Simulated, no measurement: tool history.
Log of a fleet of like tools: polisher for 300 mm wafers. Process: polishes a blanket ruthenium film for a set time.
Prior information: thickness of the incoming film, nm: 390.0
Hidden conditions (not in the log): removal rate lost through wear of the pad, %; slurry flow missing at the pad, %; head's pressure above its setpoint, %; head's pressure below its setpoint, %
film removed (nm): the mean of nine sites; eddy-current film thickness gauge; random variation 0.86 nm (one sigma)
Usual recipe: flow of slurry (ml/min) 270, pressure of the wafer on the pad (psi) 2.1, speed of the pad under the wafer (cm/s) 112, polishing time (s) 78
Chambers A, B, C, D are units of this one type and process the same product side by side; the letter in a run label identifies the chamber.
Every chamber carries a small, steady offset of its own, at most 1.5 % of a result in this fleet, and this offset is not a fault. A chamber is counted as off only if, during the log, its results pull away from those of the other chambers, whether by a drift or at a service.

run,hour,flow of slurry (ml/min),pressure of the wafer on the pad (psi),speed of the pad under the wafer (cm/s),polishing time (s),wafers polished on this pad,hours since the slurry nozzle was cleaned,hours since the head pressure was calibrated,film removed (nm)
1A,7.1,270,2.1,112,78,168,236.4,486.1,100.970
2B,17.7,270,2.1,112,78,839,574.6,1067.8,99.920
3D,24.9,270,2.1,112,78,369,282.1,884.1,97.616
4C,35.3,270,2.1,112,78,579,45.4,165.4,97.808
5A,43.4,270,2.1,112,78,432,272.7,522.4,99.342
# hour 45.2: chamber D: head pressure recalibrated
6C,49.2,270,2.1,112,78,680,59.3,179.3,98.276
7B,54.9,270,2.1,112,78,1110,611.8,1105.0,98.799
# hour 59.6: chamber B: worn pad replaced by a new one
8D,62.0,240,2.1,98,78,639,319.2,16.8,84.370
# hour 65.4: chamber A: worn pad replaced by a new one
9C,68.4,240,2.1,98,78,820,78.5,198.5,83.615
10D,79.5,240,2.1,98,78,767,336.7,34.3,85.191
11B,84.9,240,2.1,98,78,184,641.8,1135.0,85.875
12A,94.9,270,2.1,112,78,215,324.2,573.9,97.173
# hour 98.0: chamber D: worn pad replaced by a new one
# hour 99.3: chamber C: worn pad replaced by a new one
13B,107.3,270,2.1,112,78,347,664.2,1157.4,99.493
14A,116.7,270,2.1,112,78,374,346.0,595.7,98.835
15D,122.5,270,2.1,112,78,178,379.7,77.3,97.941
16C,130.2,320,2.5,112,78,225,140.3,260.3,116.370
17C,139.8,320,2.5,112,78,295,149.9,269.9,113.620
# hour 146.1: chamber A: worn pad replaced by a new one
18A,149.1,320,2.5,112,78,22,378.4,628.1,120.120
19D,157.1,320,2.5,112,78,430,414.3,111.9,120.030
20B,168.1,270,2.1,112,78,790,725.0,1218.2,99.875
# hour 177.8: chamber B: slurry nozzle cleaned
21A,178.4,270,2.1,112,78,235,407.7,657.4,98.555
22B,186.1,270,2.1,112,78,921,8.3,1236.2,99.549
23D,192.0,270,2.8,112,55,685,449.2,146.8,93.372
# hour 197.6: chamber D: worn pad replaced by a new one
24C,199.4,270,2.8,112,55,730,209.5,329.5,89.157
# hour 210.3: chamber B: worn pad replaced by a new one
25B,210.7,270,2.8,112,55,3,32.9,1260.8,92.733
# hour 211.4: chamber A: worn pad replaced by a new one
26A,222.3,270,2.8,112,55,79,451.6,701.3,93.917
27D,234.1,270,2.1,112,78,266,491.3,188.9,98.264
28C,243.2,270,2.1,112,78,1049,253.3,373.3,93.385
29A,251.7,270,2.1,112,78,294,481.0,730.7,98.931
# hour 257.2: chamber C: worn pad replaced by a new one
30D,259.4,270,2.1,112,78,450,516.6,214.2,98.252
31C,268.6,240,2.1,112,78,83,278.7,398.7,93.644
32B,279.3,240,2.1,112,78,503,101.5,1329.4,97.799
# hour 283.1: chamber A: worn pad replaced by a new one
33B,287.3,240,2.1,112,78,561,109.5,1337.4,99.411
# hour 290.8: chamber A: head pressure recalibrated
34A,295.6,240,2.1,112,78,91,524.9,4.8,98.194
# hour 300.2: chamber D: worn pad replaced by a new one
# hour 301.3: chamber C: slurry nozzle cleaned
# hour 302.1: chamber D: slurry nozzle cleaned
35C,305.6,270,2.1,112,78,353,4.4,435.7,92.898
36D,313.6,270,2.1,112,78,97,11.5,268.4,96.950
37A,321.9,270,2.1,112,78,283,551.2,31.1,98.890
38D,327.8,270,2.1,112,78,201,25.7,282.6,97.714
39B,335.0,270,2.1,112,78,909,157.2,1385.1,100.040
# hour 340.1: chamber B: worn pad replaced by a new one
40C,346.2,270,2.1,112,78,649,45.0,476.3,89.230
# hour 347.6: chamber B: head pressure recalibrated
41B,351.7,270,2.1,112,78,84,173.9,4.1,100.490
42D,357.2,270,2.1,112,78,415,55.1,312.0,98.470

The same settings go to every chamber for the next run, one line per chamber below. Forecast the results for each:
43A,366.1,270,2.1,112,78,,,,?
43B,366.1,270,2.1,112,78,,,,?
43C,366.1,270,2.1,112,78,,,,?
43D,366.1,270,2.1,112,78,,,,?

run,film removed (nm)
43A,100.280
43B,99.634
43C,90.379
43D,96.375

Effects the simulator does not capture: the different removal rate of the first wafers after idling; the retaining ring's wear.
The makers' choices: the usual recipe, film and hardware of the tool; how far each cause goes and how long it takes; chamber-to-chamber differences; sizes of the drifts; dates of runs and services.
